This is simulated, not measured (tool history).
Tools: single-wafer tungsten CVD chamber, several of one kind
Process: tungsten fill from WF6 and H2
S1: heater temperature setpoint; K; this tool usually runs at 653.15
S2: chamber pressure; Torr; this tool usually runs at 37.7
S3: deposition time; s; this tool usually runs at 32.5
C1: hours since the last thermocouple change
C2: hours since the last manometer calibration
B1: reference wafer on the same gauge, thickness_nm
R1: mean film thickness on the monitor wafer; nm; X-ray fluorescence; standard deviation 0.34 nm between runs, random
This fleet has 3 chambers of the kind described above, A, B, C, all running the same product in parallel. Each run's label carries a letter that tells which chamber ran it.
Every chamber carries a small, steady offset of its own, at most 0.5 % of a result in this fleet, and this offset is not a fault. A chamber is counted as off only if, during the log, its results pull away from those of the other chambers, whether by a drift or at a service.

run,hour,S1,S2,S3,C1,C2,B1,R1
1C,6,653.15,37.7,32.5,1054,1153.1,64.237,71.425
2A,12.2,653.15,37.7,32.5,1179.7,2168.6,64.229,71.05
3B,17.4,653.15,37.7,32.5,1148,1091.1,64.164,71.33
4A,22.1,653.15,37.7,32.5,1189.6,2178.5,64.282,71.607
5C,28.3,653.15,37.7,32.5,1076.3,1175.4,64.235,71.836
6B,32.1,653.15,37.7,32.5,1162.7,1105.8,64.234,71.657
7B,35.3,653.15,37.7,32.5,1165.9,1109,64.236,71.452
8A,38.2,653.15,37.7,32.5,1205.7,2194.6,64.238,71.248
9C,44.4,653.15,37.7,32.5,1092.4,1191.5,64.236,72.05
10A,48.5,653.15,37.7,32.5,1216,2204.9,64.291,71.865
11B,54.6,640.15,37.7,27.6,1185.2,1128.3,64.188,46.291
12C,59.1,640.15,37.7,27.6,1107.1,1206.2,64.336,46.714
13A,63.4,640.15,37.7,27.6,1230.9,2219.8,64.185,46.36
14B,67,653.15,37.7,29.2,1197.6,1140.7,64.192,64.681
15C,71,653.15,37.7,29.2,1119,1218.1,64.157,65.437
16A,76.8,653.15,37.7,29.2,1244.3,2233.2,64.139,63.819
17B,82.7,653.15,37.7,32.5,1213.3,1156.4,64.153,70.911
18C,86.1,653.15,37.7,32.5,1134.1,1233.2,64.189,73.557
19B,89.2,653.15,37.7,32.5,1219.8,1162.9,64.338,71.658
20C,93.8,653.15,37.7,32.5,1141.8,1240.9,64.188,72.844
# hour 95: chamber A: capacitance manometer re-zeroed and calibrated
21A,99,653.15,37.7,32.5,1266.5,4.1,64.179,70.771
22B,104.5,653.15,37.7,32.5,1235.1,1178.2,64.226,71.222
23A,107.8,653.15,37.7,32.5,1275.3,12.9,64.16,70.994
24C,111.5,653.15,37.7,32.5,1159.5,1258.6,64.266,73.703
25B,115,653.15,37.7,32.5,1245.6,1188.7,64.177,70.848
26A,121.2,653.15,37.7,32.5,1288.7,26.3,64.13,71.346
27C,124.4,653.15,37.7,30.2,1172.4,1271.5,64.195,68.478
28C,127.7,653.15,37.7,30.2,1175.7,1274.8,64.214,69.008
29B,131.8,653.15,37.7,30.2,1262.4,1205.5,64.244,66.12
30A,134.7,653.15,37.7,32.5,1302.2,39.8,64.226,71.723
31B,137.9,653.15,37.7,32.5,1268.5,1211.6,64.299,71.139
32A,143.3,653.15,37.7,32.5,1310.8,48.4,64.246,70.374
33C,147.9,653.15,37.7,32.5,1195.9,1295,64.237,74.498
34B,152.7,653.15,37.7,32.5,1283.3,1226.4,64.142,70.56
35A,157.7,653.15,30,36.1,1325.2,62.8,64.201,71.441
36C,160.9,653.15,30,36.1,1208.9,1308,64.195,74.33
37A,166.4,653.15,30,36.1,1333.9,71.5,64.125,70.75

Does one chamber stand apart from the rest, does the shared gauge drift, or is all well apart from small per-chamber offsets? Give the chamber and the most likely cause, where there is one.

It is chamber C that slowly wanders off from its peers.
What lies behind it: wafer temperature above the value expected at the setpoint (K) = 2.6.

Here are 4 candidates for chamber C's next run, each the usual settings with a change, their results left as question marks. Which one brings its results back in line with what the others give on the usual settings?
In line here means within this much of the mean the other chambers give on the usual settings: R1 1.2 nm
38C-1,170.9,651.15,37.3,32.1,,,,?
38C-2,170.9,653.15,36,32.5,,,,?
38C-3,170.9,653.15,38.8,33.8,,,,?
38C-4,170.9,653.15,38.2,33,,,,?

The mean the other chambers reach with the usual settings: R1 71.186 nm
run,R1
38C-1,70.862
38C-2,73.411
38C-3,79.124
38C-4,76.675
38C-1 is the one that brings the chamber's results back in line with the other chambers.

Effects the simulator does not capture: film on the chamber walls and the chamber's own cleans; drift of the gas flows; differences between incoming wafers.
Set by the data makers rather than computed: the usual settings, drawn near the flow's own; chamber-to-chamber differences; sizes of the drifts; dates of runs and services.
